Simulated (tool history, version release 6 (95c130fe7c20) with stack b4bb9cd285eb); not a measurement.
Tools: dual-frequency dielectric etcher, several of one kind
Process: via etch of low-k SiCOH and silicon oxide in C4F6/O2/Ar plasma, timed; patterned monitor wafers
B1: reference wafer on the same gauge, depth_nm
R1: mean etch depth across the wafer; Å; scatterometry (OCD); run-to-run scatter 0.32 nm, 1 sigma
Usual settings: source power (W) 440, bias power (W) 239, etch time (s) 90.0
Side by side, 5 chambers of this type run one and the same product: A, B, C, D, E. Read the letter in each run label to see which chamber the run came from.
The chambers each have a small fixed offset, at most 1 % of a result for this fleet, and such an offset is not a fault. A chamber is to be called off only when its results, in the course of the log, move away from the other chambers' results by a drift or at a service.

Run 1E, hour 7.8: usual settings; B1 290.99. Result: R1 2871.3 Å.
Run 2A, hour 15.2: usual settings; B1 291.08. Result: R1 2857.6 Å.
Run 3C, hour 22.4: usual settings; B1 291.04. Result: R1 2866.8 Å.
At hour 30.3: chamber D: wet clean of the chamber.
Run 4B, hour 32.9: usual settings; B1 291.12. Result: R1 2855.8 Å.
Run 5D, hour 40.0: usual settings; B1 291.17. Result: R1 2873.3 Å.
Run 6B, hour 51.8: usual settings; B1 291.26. Result: R1 2850.7 Å.
Run 7A, hour 62.5: usual settings but bias power (W) 209, etch time (s) 79.5; B1 291.23. Result: R1 2415.7 Å.
Run 8E, hour 70.5: usual settings but bias power (W) 209, etch time (s) 79.5; B1 291.30. Result: R1 2422.9 Å.
Run 9C, hour 75.7: usual settings but bias power (W) 209, etch time (s) 79.5; B1 291.38. Result: R1 2423.8 Å.
Run 10D, hour 83.5: usual settings but bias power (W) 209, etch time (s) 79.5; B1 291.36. Result: R1 2424.8 Å.
Run 11D, hour 91.8: usual settings but bias power (W) 209, etch time (s) 79.5; B1 291.36. Result: R1 2421.7 Å.
Run 12C, hour 100.9: usual settings; B1 291.50. Result: R1 2864.8 Å.
Run 13A, hour 110.6: usual settings but bias power (W) 269; B1 291.47. Result: R1 2972.7 Å.
Run 14E, hour 118.0: usual settings but bias power (W) 269; B1 291.44. Result: R1 2989.0 Å.
Run 15B, hour 128.3: usual settings but bias power (W) 269; B1 291.54. Result: R1 2975.2 Å.
Run 16C, hour 136.9: usual settings but bias power (W) 269; B1 291.68. Result: R1 2989.0 Å.
At hour 141.8: chamber E: source power generator calibrated.
Run 17E, hour 142.7: usual settings but bias power (W) 269; B1 291.65. Result: R1 2993.2 Å.
Run 18D, hour 154.6: usual settings; B1 291.72. Result: R1 2874.1 Å.
At hour 166.4: chamber B: wet clean of the chamber.
Run 19B, hour 166.5: usual settings; B1 291.75. Result: R1 2855.3 Å.
Run 20A, hour 173.9: usual settings; B1 291.74. Result: R1 2866.5 Å.
Run 21E, hour 180.0: usual settings; B1 291.73. Result: R1 2876.3 Å.
Run 22C, hour 185.6: usual settings; B1 291.88. Result: R1 2881.3 Å.
At hour 187.2: chamber C: wet clean of the chamber.
Run 23B, hour 190.8: usual settings; B1 291.89. Result: R1 2862.5 Å.
Run 24A, hour 200.6: usual settings; B1 291.98. Result: R1 2856.2 Å.
Run 25D, hour 206.6: usual settings; B1 291.98. Result: R1 2872.3 Å.
Run 26B, hour 218.1: usual settings; B1 291.98. Result: R1 2864.9 Å.
Run 27A, hour 223.8: usual settings but source power (W) 470; B1 291.89. Result: R1 2941.7 Å.
Run 28E, hour 235.0: usual settings but source power (W) 470; B1 292.05. Result: R1 2947.4 Å.
Run 29D, hour 242.3: usual settings but source power (W) 470; B1 292.10. Result: R1 2948.9 Å.
Run 30C, hour 252.6: usual settings but source power (W) 470; B1 292.20. Result: R1 2959.2 Å.
Run 31A, hour 259.5: usual settings but source power (W) 470; B1 292.14. Result: R1 2934.8 Å.
Run 32D, hour 270.0: usual settings; B1 292.26. Result: R1 2883.2 Å.
Run 33B, hour 277.7: usual settings; B1 292.22. Result: R1 2859.3 Å.
Run 34C, hour 287.9: usual settings; B1 292.32. Result: R1 2882.5 Å.
Run 35E, hour 297.3: usual settings but source power (W) 370, bias power (W) 258; B1 292.35. Result: R1 2771.2 Å.

The same settings go to every chamber for the next run, one line per chamber below. Forecast the results for each:
Run 36A, hour 305.8: usual settings but source power (W) 350. Result: R1 ?.
Run 36B, hour 305.8: usual settings but source power (W) 350. Result: R1 ?.
Run 36C, hour 305.8: usual settings but source power (W) 350. Result: R1 ?.
Run 36D, hour 305.8: usual settings but source power (W) 350. Result: R1 ?.
Run 36E, hour 305.8: usual settings but source power (W) 350. Result: R1 ?.

run      R1
36A  2623.6
36B  2629.0
36C  2639.5
36D  2637.9
36E  2643.9
